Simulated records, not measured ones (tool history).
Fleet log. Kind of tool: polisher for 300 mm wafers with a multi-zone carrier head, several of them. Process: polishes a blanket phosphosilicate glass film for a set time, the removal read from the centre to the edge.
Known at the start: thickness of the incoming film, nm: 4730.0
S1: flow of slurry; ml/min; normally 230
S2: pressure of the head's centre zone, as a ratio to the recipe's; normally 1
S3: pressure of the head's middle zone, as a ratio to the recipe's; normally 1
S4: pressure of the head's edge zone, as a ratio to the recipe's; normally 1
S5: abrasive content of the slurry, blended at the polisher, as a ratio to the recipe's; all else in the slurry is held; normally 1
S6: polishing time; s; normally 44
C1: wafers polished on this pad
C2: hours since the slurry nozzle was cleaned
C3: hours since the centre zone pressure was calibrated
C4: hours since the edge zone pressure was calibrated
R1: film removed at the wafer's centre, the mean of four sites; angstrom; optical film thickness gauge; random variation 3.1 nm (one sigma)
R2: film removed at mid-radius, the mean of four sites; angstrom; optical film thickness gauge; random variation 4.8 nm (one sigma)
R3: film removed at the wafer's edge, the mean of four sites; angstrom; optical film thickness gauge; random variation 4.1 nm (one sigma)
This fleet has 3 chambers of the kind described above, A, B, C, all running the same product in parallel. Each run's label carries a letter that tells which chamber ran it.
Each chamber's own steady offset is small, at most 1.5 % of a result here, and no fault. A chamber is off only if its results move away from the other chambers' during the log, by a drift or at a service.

run,hour,S1,S2,S3,S4,S5,S6,C1,C2,C3,C4,R1,R2,R3
1C,2.4,230,1,1,1,1,44,147,29,305.9,68.7,3713.3,3597.7,3735.7
# hour 2.9: chamber A: worn pad replaced by a new one
2A,7,230,1,1,1,1,44,42,252.8,989.1,64.1,3701.3,3634.5,3722.2
3B,11.3,230,1,1,1,1,44,785,521.6,264.2,274.4,3687.1,3630.4,3806.5
4C,14.2,230,1,1,1,1,44,266,40.8,317.7,80.5,3709.6,3714.2,3712.1
5B,17.9,230,1,1,1,1,44,852,528.2,270.8,281,3648.5,3584.1,3715.5
6A,20.8,230,1,1,1,1,44,180,266.6,1002.9,77.9,3744,3671,3680.5
7B,24.7,230,1,1,1,1,44,920,535,277.6,287.8,3686.5,3620.3,3711.1
8A,27.4,230,1,1,1,1,44,247,273.2,1009.5,84.5,3708.7,3662.9,3737.7
9C,30.6,230,1,1,1,1,44,431,57.2,334.1,96.9,3663.6,3718.7,3696.9
10B,34.3,230,1,1,1,1,44,1016,544.6,287.2,297.4,3679.8,3689.4,3702.2
# hour 38: chamber B: worn pad replaced by a new one
11A,38.7,230,1,1,1,1,44,360,284.5,1020.8,95.8,3711.8,3641.8,3749
12C,42,230,1,1,1,1,44,545,68.6,345.5,108.3,3709.4,3738.8,3747.9
13B,45.6,230,1,1,1,1,44,77,555.9,298.5,308.7,3636.4,3727.1,3796.2
14A,48.1,230,1,0.89,1.1,1,44,455,293.9,1030.2,105.2,3733,3268.8,3917.9
15C,52.9,230,1,0.89,1.1,1,44,655,79.5,356.4,119.2,3734.5,3355.5,3897.1
16A,57.3,230,1,0.89,1.1,1,44,547,303.1,1039.4,114.4,3752.1,3234.3,3962.2
17C,60.8,230,1,1,1,1.2,44,734,87.4,364.3,127.1,3993.7,4103.2,3988.6
18B,63.4,230,1,1,1,1.2,44,255,573.7,316.3,326.5,3978.7,3962.7,4119.1
# hour 66.7: chamber C: worn pad replaced by a new one
19B,68.5,230,1,1,1,1.2,44,307,578.8,321.4,331.6,3949.5,4021.9,4041.6
20A,73.5,230,1,1,1,1,44,710,319.3,1055.6,130.6,3669.4,3655.2,3751.4
# hour 75.2: chamber B: edge zone pressure recalibrated
21C,78.3,230,1,1,1,1,44,117,104.9,381.8,144.6,3675.6,3638.6,3717.2
# hour 80.5: chamber A: worn pad replaced by a new one
22C,82.7,230,1,1,1,1,44,161,109.3,386.2,149,3691.3,3613.8,3735.1
23B,87.4,230,1,1,1,1,44,497,597.7,340.3,12.3,3711.4,3717.7,3671.4
24A,92.2,230,1.08,1,1,1,44,118,338,1074.3,149.3,4034.2,3734,3750.4
25C,97.3,230,1.08,1,1,1,44,308,123.9,400.8,163.6,4033.2,3626.9,3685.7
26A,102.4,230,1.08,1,1,1,44,220,348.2,1084.5,159.5,4050.5,3664.4,3676.9
27B,106.2,230,1,1,1,1,44,686,616.5,359.1,31.1,3710.9,3708,3737.7
28C,111,230,1,1.12,1,1,50,445,137.6,414.5,177.3,4177.2,4654.7,4210.3
29B,114.7,230,1,1.12,1,1,50,771,625,367.6,39.6,4222.1,4617.9,4289

What goes on in this fleet: one chamber off, a drifting gauge, or nothing beyond the chambers' own small offsets? Name the chamber and the cause, if any.

Nothing is wrong: each chamber keeps only its own small, steady offset and the gauge holds still.

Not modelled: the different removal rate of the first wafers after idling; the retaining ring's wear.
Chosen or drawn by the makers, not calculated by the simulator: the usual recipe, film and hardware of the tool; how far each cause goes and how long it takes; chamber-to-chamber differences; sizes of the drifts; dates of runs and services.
